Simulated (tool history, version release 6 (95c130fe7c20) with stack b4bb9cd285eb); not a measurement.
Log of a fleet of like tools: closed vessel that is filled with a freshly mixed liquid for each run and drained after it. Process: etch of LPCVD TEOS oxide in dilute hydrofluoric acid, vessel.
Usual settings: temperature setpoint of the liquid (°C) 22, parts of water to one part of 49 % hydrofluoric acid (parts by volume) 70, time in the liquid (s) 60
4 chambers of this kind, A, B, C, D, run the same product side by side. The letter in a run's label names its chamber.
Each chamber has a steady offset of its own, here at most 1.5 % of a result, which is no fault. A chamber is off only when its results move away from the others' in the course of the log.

| run | day | temperature setpoint of the liquid (°C) | parts of water to one part of 49 % hydrofluoric acid (parts by volume) | time in the liquid (s) | hours since the thermometer was replaced | hours since the hydrofluoric acid flow meter was replaced | read-back film thickness of the LPCVD TEOS oxide reference wafer, read on the same gauge (nm) | thickness taken off the LPCVD TEOS oxide on a monitor wafer (angstrom) |
|---|---|---|---|---|---|---|---|---|
| 1B | 0.142 | 22 | 70 | 60 | 560.5 | 650.8 | 120.01 | 310.73 |
| 2A | 0.383 | 22 | 70 | 60 | 1432.0 | 1787.4 | 120.01 | 311.15 |
| 3C | 0.604 | 22 | 70 | 60 | 2270.6 | 80.7 | 119.98 | 311.47 |
| 4D | 0.829 | 22 | 70 | 60 | 1838.7 | 683.8 | 119.96 | 306.44 |
|  | 1.017 | chamber A: thermometer replaced |
| 5C | 1.058 | 22 | 70 | 60 | 2281.5 | 91.6 | 120.02 | 310.60 |
| 6A | 1.262 | 22 | 100 | 60 | 5.9 | 1808.5 | 119.95 | 209.17 |
| 7D | 1.504 | 22 | 100 | 60 | 1854.9 | 700.0 | 120.01 | 206.11 |
| 8B | 1.833 | 22 | 100 | 60 | 601.1 | 691.4 | 120.01 | 210.04 |
| 9D | 2.158 | 22 | 100 | 60 | 1870.6 | 715.7 | 119.98 | 206.75 |
| 10C | 2.417 | 22 | 70 | 60 | 2314.1 | 124.2 | 119.97 | 311.56 |
| 11B | 2.583 | 22 | 70 | 60 | 619.1 | 709.4 | 120.01 | 312.14 |
| 12A | 2.800 | 22 | 70 | 60 | 42.8 | 1845.4 | 120.01 | 309.04 |
| 13A | 2.992 | 22 | 70 | 60 | 47.4 | 1850.0 | 120.00 | 309.34 |
| 14C | 3.229 | 22 | 70 | 60 | 2333.6 | 143.7 | 120.00 | 309.65 |
| 15D | 3.467 | 22 | 70 | 60 | 1902.0 | 747.1 | 120.02 | 308.99 |
| 16B | 3.621 | 22 | 70 | 60 | 644.0 | 734.3 | 119.98 | 312.52 |
| 17D | 3.888 | 22 | 70 | 60 | 1912.1 | 757.2 | 120.02 | 311.93 |
| 18B | 4.054 | 22 | 70 | 60 | 654.4 | 744.7 | 119.96 | 308.77 |
| 19C | 4.288 | 22 | 70 | 60 | 2359.0 | 169.1 | 119.97 | 311.29 |
| 20A | 4.554 | 22 | 70 | 60 | 84.9 | 1887.5 | 120.04 | 309.74 |
| 21A | 4.875 | 22 | 70 | 60 | 92.6 | 1895.2 | 119.98 | 309.40 |
| 22B | 5.133 | 22 | 70 | 60 | 680.3 | 770.6 | 120.01 | 312.35 |
| 23C | 5.433 | 22 | 70 | 60 | 2386.5 | 196.6 | 119.99 | 310.44 |
| 24D | 5.650 | 22 | 50 | 50 | 1954.4 | 799.5 | 119.98 | 380.56 |
| 25A | 5.862 | 22 | 50 | 50 | 116.3 | 1918.9 | 119.99 | 370.90 |
| 26B | 6.083 | 22 | 50 | 50 | 703.1 | 793.4 | 120.03 | 376.04 |
| 27D | 6.396 | 22 | 50 | 50 | 1972.3 | 817.4 | 120.00 | 382.37 |
| 28C | 6.600 | 22 | 70 | 60 | 2414.5 | 224.6 | 120.00 | 313.49 |
| 29D | 6.812 | 25 | 70 | 80 | 1982.3 | 827.4 | 120.00 | 481.61 |
| 30C | 6.996 | 25 | 70 | 80 | 2424.0 | 234.1 | 120.04 | 467.91 |
| 31B | 7.142 | 25 | 70 | 80 | 728.5 | 818.8 | 120.00 | 466.25 |
| 32A | 7.446 | 25 | 70 | 80 | 154.3 | 1956.9 | 120.03 | 465.40 |
| 33C | 7.700 | 22 | 70 | 60 | 2440.9 | 251.0 | 120.01 | 311.30 |

Is one chamber off against the others, does the gauge drift, or is nothing wrong? If a chamber is off, say which, and what the likeliest cause is.

Chamber D drifts away from the others.
Cause: hydrofluoric acid flow above the setpoint (%) = 5.3.
The log may not tell that from: liquid hotter than its thermometer reads (K).

Here are 4 candidates for chamber D's next run, each the usual settings with a change, their results left as question marks. Which one brings its results back in line with what the others give on the usual settings?
In line means no further than this from the other chambers' mean on the usual settings: thickness taken off the LPCVD TEOS oxide on a monitor wafer (angstrom) 4.40
| 34D-1 | 7.938 | 22.5 | 70 | 60 |  |  |  | ? |
| 34D-2 | 7.938 | 21.5 | 70 | 60 |  |  |  | ? |
| 34D-3 | 7.938 | 23.0 | 70 | 60 |  |  |  | ? |
| 34D-4 | 7.938 | 21.0 | 70 | 60 |  |  |  | ? |

The other chambers' mean on the usual settings: thickness taken off the LPCVD TEOS oxide on a monitor wafer (angstrom) 310.93
| run | thickness taken off the LPCVD TEOS oxide on a monitor wafer (angstrom) |
|---|---|
| 34D-1 | 331.53 |
| 34D-2 | 318.39 |
| 34D-3 | 338.40 |
| 34D-4 | 311.97 |
34D-4 brings the chamber back in line.
